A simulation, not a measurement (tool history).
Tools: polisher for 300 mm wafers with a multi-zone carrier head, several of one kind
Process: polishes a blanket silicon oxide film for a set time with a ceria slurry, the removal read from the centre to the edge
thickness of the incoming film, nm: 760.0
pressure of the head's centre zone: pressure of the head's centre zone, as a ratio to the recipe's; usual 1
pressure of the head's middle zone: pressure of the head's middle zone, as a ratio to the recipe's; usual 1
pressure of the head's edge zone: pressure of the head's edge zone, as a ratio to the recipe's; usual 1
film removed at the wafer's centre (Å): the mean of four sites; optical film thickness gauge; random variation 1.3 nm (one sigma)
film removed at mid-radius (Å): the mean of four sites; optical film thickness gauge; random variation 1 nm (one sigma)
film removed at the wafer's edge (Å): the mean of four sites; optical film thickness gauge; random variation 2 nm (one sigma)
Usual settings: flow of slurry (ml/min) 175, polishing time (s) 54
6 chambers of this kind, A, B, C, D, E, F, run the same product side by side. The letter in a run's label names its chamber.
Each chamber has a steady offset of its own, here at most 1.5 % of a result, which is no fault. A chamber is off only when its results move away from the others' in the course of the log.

run	hour	flow of slurry (ml/min)	pressure of the head's centre zone	pressure of the head's middle zone	pressure of the head's edge zone	polishing time (s)	wafers polished on this pad	hours since the slurry nozzle was cleaned	hours since the centre zone pressure was calibrated	hours since the edge zone pressure was calibrated	film removed at the wafer's centre (Å)	film removed at mid-radius (Å)	film removed at the wafer's edge (Å)
1F	10	175	1	1	1	54	425	140.5	389.7	276.4	1501.3	1467.7	1470.5
# hour 10.3: chamber E: worn pad replaced by a new one
# hour 17.7: chamber B: worn pad replaced by a new one
2B	19.2	175	1	1	1	54	11	268	946	1346.3	1471.2	1488.2	1476.3
3D	24.9	175	1	1	1	54	865	142.6	914.8	603.2	1440.3	1444.3	1451.3
# hour 27: chamber B: edge zone pressure recalibrated
4C	34.3	175	1	1	1	54	1019	92.8	50.1	170.4	1457.8	1469.3	1472
5E	41.4	175	1	1	1	54	234	370.9	729.7	967	1456.8	1466.5	1460.4
6A	47.3	175	1	1	1	54	723	426.7	49	650.4	1487.6	1459.8	1504.7
# hour 47.4: chamber C: worn pad replaced by a new one
7B	57.4	175	1	1	1	54	299	306.2	984.2	30.5	1469	1482.2	1479.8
# hour 62.3: chamber D: edge zone pressure recalibrated
8E	63.5	175	1	1	1.05	54	401	393	751.8	989.1	1474.1	1459.3	1483.7
# hour 73.3: chamber A: worn pad replaced by a new one
9F	74	175	1	1	1.05	54	908	204.5	453.7	340.4	1484.3	1467.1	1465
10A	83.7	175	1	1	1.05	54	78	463.1	85.4	686.8	1480.4	1447.5	1468.9
11D	91.3	175	1	1	1.05	54	1365	209	981.2	29	1439.6	1464.3	1512.4
# hour 94.5: chamber E: worn pad replaced by a new one
# hour 100.5: chamber D: slurry nozzle cleaned
12C	101.2	175	1	1	1.05	54	406	159.7	117	237.3	1436.3	1453	1511.4
13D	108.5	175	1	1	1.05	54	1495	8.1	998.4	46.2	1470.2	1453.7	1503.3
# hour 109.7: chamber F: worn pad replaced by a new one
14B	115	175	1	1	1	54	734	363.8	1041.8	88.1	1448.3	1467.4	1474.5
15C	126	175	1	1	1	54	593	184.5	141.8	262.1	1465.6	1446.6	1487.4
# hour 130.5: chamber D: centre zone pressure recalibrated
16A	132.5	175	1	1	1	54	446	511.9	134.2	735.6	1471.1	1460.9	1438
# hour 137.4: chamber B: worn pad replaced by a new one
17E	141.9	175	1	1	1	54	358	471.4	830.2	1067.5	1477.9	1466.1	1426.7
18F	152.8	175	1	1	1	54	325	283.3	532.5	419.2	1471.1	1466.8	1449.5
19A	160.3	175	1	1	1	54	656	539.7	162	763.4	1458.1	1447.1	1477.6
20E	172.2	175	1	1	1	54	586	501.7	860.5	1097.8	1490.4	1452.9	1447.7
# hour 177.1: chamber E: worn pad replaced by a new one
21D	183.7	175	1	1	1	54	2062	83.3	53.2	121.4	1424.9	1437.8	1460.4
# hour 190.3: chamber C: worn pad replaced by a new one
22B	194.1	175	0.94	1.11	1	54	427	442.9	1120.9	167.2	1377.5	1643.2	1470.5
# hour 201.7: chamber A: worn pad replaced by a new one
23C	203.3	175	0.94	1.11	1	54	98	261.8	219.1	339.4	1372.5	1623.9	1496.5
24F	209.1	175	0.94	1.11	1	54	749	339.6	588.8	475.5	1375.8	1613.6	1431
25E	220.7	175	0.94	1.11	1	54	328	550.2	909	1146.3	1366.4	1604.1	1441.2
26C	232.3	175	0.94	1.11	1	54	316	290.8	248.1	368.4	1368.1	1604.2	1497.2
27A	240.1	175	0.94	1.11	1	54	289	619.5	241.8	843.2	1359.9	1591.7	1418.1
# hour 242.4: chamber E: edge zone pressure recalibrated
# hour 243.2: chamber E: worn pad replaced by a new one
28D	248.5	175	1	1	1	54	2550	148.1	118	186.2	1419.8	1428.9	1438.4
# hour 254.5: chamber A: slurry nozzle cleaned
# hour 255.2: chamber B: worn pad replaced by a new one
29F	259.1	175	1	1	1	54	1126	389.6	638.8	525.5	1482.8	1454.8	1433.2
# hour 260.7: chamber F: worn pad replaced by a new one
30B	267	175	1	1	1	54	89	515.8	1193.8	240.1	1448.2	1470.4	1498.3
# hour 270.3: chamber B: slurry nozzle cleaned
31C	272.3	225	1	0.88	1	54	618	330.8	288.1	408.4	1529.9	1350.9	1524.1
32F	283.7	225	1	0.88	1	54	173	414.2	663.4	550.1	1524.1	1360.3	1462.2
33A	290.6	225	1	0.88	1	54	670	36.1	292.3	893.7	1534.9	1341.4	1511
34B	298.3	225	1	0.88	1	54	325	28.1	1225.1	271.4	1498.2	1360.8	1513.9
# hour 300.2: chamber B: centre zone pressure recalibrated
35D	305.2	225	1	0.88	1	54	2978	204.8	174.7	242.9	1461.3	1282.7	1486.2
# hour 311.4: chamber F: centre zone pressure recalibrated
36E	316.7	225	1	0.88	1	54	554	646.2	1005	74.4	1547	1348.8	1518
# hour 319.4: chamber A: edge zone pressure recalibrated
# hour 324.6: chamber E: worn pad replaced by a new one
37C	327.2	210	0.9	1	1	54	1032	385.7	343	463.3	1350.9	1515.6	1526
38E	334.6	210	0.9	1	1	54	75	664.1	1022.9	92.3	1329.1	1525.5	1497.8
39B	346.3	210	0.9	1	1	54	687	76.1	46.2	319.4	1351.4	1524	1496.1
# hour 350: chamber A: worn pad replaced by a new one
40D	353.4	210	0.9	1	1	54	3341	253	222.9	291.1	1290.7	1436.7	1451.4
41F	362.6	210	0.9	1	1	54	768	493.1	51.3	629	1341.9	1508	1463.2
42A	373.7	210	0.9	1	1	54	178	119.2	375.4	54.3	1370.4	1497.6	1501.6
43F	382	175	1	1	1	54	914	512.5	70.7	648.4	1466.2	1481.6	1454.2

What goes on in this fleet: one chamber off, a drifting gauge, or nothing beyond the chambers' own small offsets? Name the chamber and the cause, if any.

Chamber D drifts away from the others.
Cause: removal rate lost through wear of the pad, % = 5.14.
The log may not tell that from: slurry flow missing at the pad, %.

Here are 4 candidates for chamber D's next run, each the usual settings with a change, their results left as question marks. Which one brings its results back in line with what the others give on the usual settings?
In line means no further than this from the other chambers' mean on the usual settings: film removed at the wafer's centre (Å) 47; film removed at mid-radius (Å) 35; film removed at the wafer's edge (Å) 68
44D-1	390.5	175	1	1.02	0.99	57					?	?	?
44D-2	390.5	170	0.99	0.97	1.01	50					?	?	?
44D-3	390.5	175	1	0.99	1.01	51					?	?	?
44D-4	390.5	180	1	1.03	0.99	59					?	?	?

The other chambers' mean on the usual settings: film removed at the wafer's centre (Å) 1464.2; film removed at mid-radius (Å) 1466.1; film removed at the wafer's edge (Å) 1464.5
run	film removed at the wafer's centre (Å)	film removed at mid-radius (Å)	film removed at the wafer's edge (Å)
44D-1	1465.2	1477.3	1475.5
44D-2	1263.7	1231.9	1304.2
44D-3	1310.7	1286.2	1334.6
44D-4	1524.6	1549.9	1532.2
44D-1 brings the chamber back in line.
